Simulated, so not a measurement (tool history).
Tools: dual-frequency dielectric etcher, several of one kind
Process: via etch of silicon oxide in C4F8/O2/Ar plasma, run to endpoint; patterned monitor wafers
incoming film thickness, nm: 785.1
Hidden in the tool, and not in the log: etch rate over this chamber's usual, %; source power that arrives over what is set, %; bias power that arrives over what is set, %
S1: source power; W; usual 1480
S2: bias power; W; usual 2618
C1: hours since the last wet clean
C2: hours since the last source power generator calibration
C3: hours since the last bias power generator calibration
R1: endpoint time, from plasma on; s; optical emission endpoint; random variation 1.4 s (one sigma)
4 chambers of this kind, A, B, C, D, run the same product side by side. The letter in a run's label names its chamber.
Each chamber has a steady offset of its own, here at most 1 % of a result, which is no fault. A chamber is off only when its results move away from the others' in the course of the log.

run     day    S1    S2     C1      C2      C3      R1
 1C   0.596  1480  2618  403.1  1030.3   700.1  162.01
 2D   1.075  1480  2618  525.5   201.2  1441.4  161.72
      1.546  -- chamber D: wet clean of the chamber
 3B   1.608  1480  2618  449.9   268.7  2947.1  161.48
 4A   1.962  1480  2618  489.2   332.7  1538.7  159.20
 5A   2.312  1480  2618  497.6   341.1  1547.1  159.09
      2.425  -- chamber B: wet clean of the chamber
 6B   2.800  1800  3178    9.0   297.3  2975.7  141.10
 7D   3.108  1800  3178   37.5   250.0  1490.2  139.72
 8C   3.721  1800  3178  478.1  1105.3   775.1  141.49
 9A   4.121  1800  3178  541.0   384.5  1590.5  141.09
10B   4.646  1480  2618   53.3   341.6  3020.0  163.69
11D   5.204  1480  2618   87.8   300.3  1540.5  160.96
12C   5.508  1480  2618  521.0  1148.2   818.0  160.77
13D   5.971  1480  2618  106.2   318.7  1558.9  160.24
14B   6.325  1710  2820   93.6   381.9  3060.3  148.58
      6.521  -- chamber A: wet clean of the chamber
15C   6.596  1710  2820  547.1  1174.3   844.1  147.47
16A   6.892  1710  2820    8.9   451.0  1657.0  147.56
17D   7.200  1710  2820  135.7   348.2  1588.4  147.49
18B   7.621  1480  2618  124.7   413.0  3091.4  161.94
19A   8.204  1480  2618   40.4   482.5  1688.5  161.31
20C   8.762  1680  3178  599.1  1226.3   896.1  145.83
21B   9.362  1680  3178  166.5   454.8  3133.2  143.30
22A   9.812  1680  3178   79.0   521.1  1727.1  143.29
23D  10.100  1680  3178  205.3   417.8  1658.0  144.05
24C  10.571  1480  2618  642.5  1269.7   939.5  162.90
25A  11.150  1480  2618  111.1   553.2  1759.2  160.24
26C  11.450  1480  2618  663.6  1290.8   960.6  159.10
27B  11.788  1480  2618  224.7   513.0  3191.4  157.07
28D  12.279  1480  2618  257.6   470.1  1710.3  156.63
     12.750  -- chamber C: wet clean of the chamber
29C  12.783  1480  2618    0.8  1322.8   992.6  161.46
30A  13.150  1480  2618  159.1   601.2  1807.2  159.85
31B  13.621  1480  2618  268.7   557.0  3235.4  161.00
32D  13.954  1480  2618  297.8   510.3  1750.5  161.21
33D  14.567  1480  2618  312.5   525.0  1765.2  160.68
34B  15.067  1480  2618  303.4   591.7  3270.1  159.98
35C  15.438  1480  2618   64.5  1386.5  1056.3  160.00

Next, every chamber runs the same settings. What will each give?
36A  15.888  1480  2618               ?
36B  15.888  1480  2618               ?
36C  15.888  1480  2618               ?
36D  15.888  1480  2618               ?

run      R1
36A  160.16
36B  159.10
36C  160.35
36D  162.53

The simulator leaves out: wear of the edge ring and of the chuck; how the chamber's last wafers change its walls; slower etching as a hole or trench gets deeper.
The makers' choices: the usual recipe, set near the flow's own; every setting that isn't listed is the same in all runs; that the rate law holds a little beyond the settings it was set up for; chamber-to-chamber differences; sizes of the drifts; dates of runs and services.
